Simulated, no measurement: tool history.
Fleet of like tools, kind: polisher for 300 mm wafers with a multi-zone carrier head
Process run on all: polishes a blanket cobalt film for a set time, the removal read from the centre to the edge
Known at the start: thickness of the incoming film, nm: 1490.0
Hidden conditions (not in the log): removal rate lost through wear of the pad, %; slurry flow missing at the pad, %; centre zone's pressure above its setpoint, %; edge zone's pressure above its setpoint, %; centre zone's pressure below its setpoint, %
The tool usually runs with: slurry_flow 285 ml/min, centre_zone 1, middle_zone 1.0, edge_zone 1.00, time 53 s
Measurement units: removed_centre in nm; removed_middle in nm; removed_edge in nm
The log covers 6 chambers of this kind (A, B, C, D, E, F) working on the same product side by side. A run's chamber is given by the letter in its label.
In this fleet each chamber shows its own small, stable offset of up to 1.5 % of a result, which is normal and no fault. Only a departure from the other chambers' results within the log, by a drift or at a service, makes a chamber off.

run   hour  slurry_flow  centre_zone  middle_zone  edge_zone  time  wafers polished on this pad  hours since the slurry nozzle was cleaned  hours since the centre zone pressure was calibrated  hours since the edge zone pressure was calibrated  removed_centre  removed_middle  removed_edge
       1.8  -- chamber C: edge zone pressure recalibrated
       9.8  -- chamber F: worn pad replaced by a new one
 1B   11.4          285            1          1.0       1.00    53                         1056                                      188.5                                                561.7                                              405.0          115.91          117.90        119.22
 2D   23.7          285            1          1.0       1.00    53                          379                                       74.0                                                291.6                                              647.6          116.57          117.46        118.09
      25.0  -- chamber B: slurry nozzle cleaned
 3E   32.2          285            1          1.0       1.00    53                          665                                      217.5                                                876.7                                              381.0          119.75          117.48        116.78
      34.2  -- chamber F: slurry nozzle cleaned
 4C   39.0          285            1          1.0       1.00    53                         1053                                      335.1                                                988.8                                               37.3          119.01          116.52        118.66
      50.0  -- chamber B: worn pad replaced by a new one
 5A   50.6          285            1          1.0       1.00    53                          447                                      211.1                                                478.3                                             1198.4          116.96          120.16        117.28
 6F   58.1          285            1          1.0       1.00    53                          423                                       23.9                                                482.0                                              960.8          117.92          119.48        118.12
      59.8  -- chamber C: slurry nozzle cleaned
 7C   63.9          285            1          1.0       1.06    68                         1271                                        4.2                                               1013.7                                               62.2          153.05          150.24        155.73
      64.6  -- chamber A: worn pad replaced by a new one
 8F   72.1          285            1          1.0       1.06    68                          545                                       37.9                                                496.0                                              974.8          150.14          150.14        154.49
      79.2  -- chamber F: worn pad replaced by a new one
      80.6  -- chamber B: centre zone pressure recalibrated
 9D   80.9          285            1          1.0       1.06    68                          879                                      131.2                                                348.8                                              704.8          150.39          151.61        155.35
      84.4  -- chamber A: edge zone pressure recalibrated
10B   87.7          285            1          1.0       1.06    68                          330                                       62.8                                                  7.1                                              481.3          149.54          153.40        158.83
      88.2  -- chamber F: centre zone pressure recalibrated
      96.4  -- chamber E: worn pad replaced by a new one
      97.0  -- chamber A: centre zone pressure recalibrated
      98.3  -- chamber C: worn pad replaced by a new one
11E  100.4          285            1          1.0       1.06    68                           35                                      285.7                                                944.9                                              449.2          155.26          148.49        155.87
12A  108.9          285            1          1.0       1.06    68                          388                                      269.4                                                 12.0                                               24.5          152.95          152.68        155.63
13E  118.4          285            1          1.0       1.00    53                          193                                      303.7                                                962.9                                              467.2          118.72          116.26        115.75
     125.7  -- chamber D: worn pad replaced by a new one
14D  128.4          285            1          1.0       1.00    53                           24                                      178.7                                                396.3                                              752.3          117.58          119.48        115.89
     134.0  -- chamber A: worn pad replaced by a new one
15C  138.1          205            1          1.0       1.04    53                          348                                       78.4                                               1087.9                                              136.4          114.29          111.87        118.33
16F  144.3          205            1          1.0       1.04    53                          569                                      110.1                                                 56.1                                             1047.0          114.68          116.23        116.68
     151.7  -- chamber F: worn pad replaced by a new one
17B  152.7          205            1          1.0       1.04    53                          899                                      127.8                                                 72.1                                              546.3          110.97          110.88        116.52
18A  163.4          205            1          1.0       1.04    53                          257                                      323.9                                                 66.5                                               79.0          112.39          115.65        115.01
19B  172.4          205            1          1.0       1.04    53                         1071                                      147.5                                                 91.8                                              566.0          111.63          114.42        114.46
     174.8  -- chamber E: centre zone pressure recalibrated
20D  184.2          205            1          1.0       1.04    53                          512                                      234.5                                                452.1                                              808.1          111.87          112.91        116.31
21C  190.2          285            1          1.0       1.00    53                          804                                      130.5                                               1140.0                                              188.5          118.60          116.40        118.96
     199.8  -- chamber A: worn pad replaced by a new one
22F  202.9          285            1          1.0       1.00    53                          448                                      168.7                                                114.7                                             1105.6          118.50          117.54        120.93
     205.1  -- chamber D: slurry nozzle cleaned
     205.4  -- chamber B: worn pad replaced by a new one
23E  210.8          285            1          1.0       1.00    53                         1001                                      396.1                                                 36.0                                              559.6          118.75          116.59        118.46
     212.4  -- chamber E: worn pad replaced by a new one
24A  218.0          285            1          1.0       1.00    53                          159                                      378.5                                                121.1                                              133.6          118.36          116.48        118.84
25E  227.5          285            1          0.9       1.00    64                          132                                      412.8                                                 52.7                                              576.3          143.10          128.49        142.21
     229.0  -- chamber F: worn pad replaced by a new one
26F  239.7          285            1          0.9       1.00    64                           94                                      205.5                                                151.5                                             1142.4          143.08          130.65        144.52
     246.7  -- chamber C: centre zone pressure recalibrated
     249.0  -- chamber C: worn pad replaced by a new one
27B  250.6          285            1          0.9       1.00    64                          395                                      225.7                                                170.0                                              644.2          141.45          129.21        142.33
28C  256.3          285            1          0.9       1.00    64                           64                                      196.6                                                  9.7                                              254.6          144.28          126.07        143.03
     262.9  -- chamber B: edge zone pressure recalibrated
     264.0  -- chamber B: slurry nozzle cleaned
29A  269.0          285            1          0.9       1.00    64                          605                                      429.5                                                172.1                                              184.6          142.95          130.21        142.59
30D  280.5          285            1          0.9       1.00    64                         1355                                       75.5                                                548.4                                              904.4          142.54          129.12        142.76
     284.6  -- chamber A: worn pad replaced by a new one
31B  286.5          285            1          1.0       1.00    53                          709                                       22.5                                                205.9                                               23.6          115.33          118.88        118.80
     294.5  -- chamber D: worn pad replaced by a new one
     296.3  -- chamber F: worn pad replaced by a new one
32E  298.0          285            1          1.0       1.00    53                          749                                      483.3                                                123.2                                              646.8          117.78          115.01        116.95
33D  309.4          285            1          1.0       1.00    53                          131                                      104.4                                                577.3                                              933.3          118.81          115.01        116.65
34C  319.9          285            1          1.0       1.00    53                          620                                      260.2                                                 73.3                                              318.2          119.32          116.71        116.58
35F  325.8          285            1          1.0       1.00    53                          258                                      291.6                                                237.6                                             1228.5          117.85          117.93        118.84
36A  332.1          360            1          1.0       1.09    53                          415                                      492.6                                                235.2                                              247.7          121.93          120.01        129.15
37C  342.4          360            1          1.0       1.09    53                          817                                      282.7                                                 95.8                                              340.7          122.20          119.95        123.54
38B  351.3          360            1          1.0       1.09    53                         1276                                       87.3                                                270.7                                               88.4          120.33          119.33        128.05

Predict what each chamber gives when all 6 of them run the settings below next.
39A  360.5          285            1          1.0       1.00    53                                                                                                                                                                                               ?               ?             ?
39B  360.5          285            1          1.0       1.00    53                                                                                                                                                                                               ?               ?             ?
39C  360.5          285            1          1.0       1.00    53                                                                                                                                                                                               ?               ?             ?
39D  360.5          285            1          1.0       1.00    53                                                                                                                                                                                               ?               ?             ?
39E  360.5          285            1          1.0       1.00    53                                                                                                                                                                                               ?               ?             ?
39F  360.5          285            1          1.0       1.00    53                                                                                                                                                                                               ?               ?             ?

run  removed_centre  removed_middle  removed_edge
39A          117.05          115.74        115.26
39B          115.25          116.88        117.36
39C          121.04          117.34        117.79
39D          117.54          116.36        117.40
39E          118.34          116.25        116.75
39F          118.85          118.89        120.24
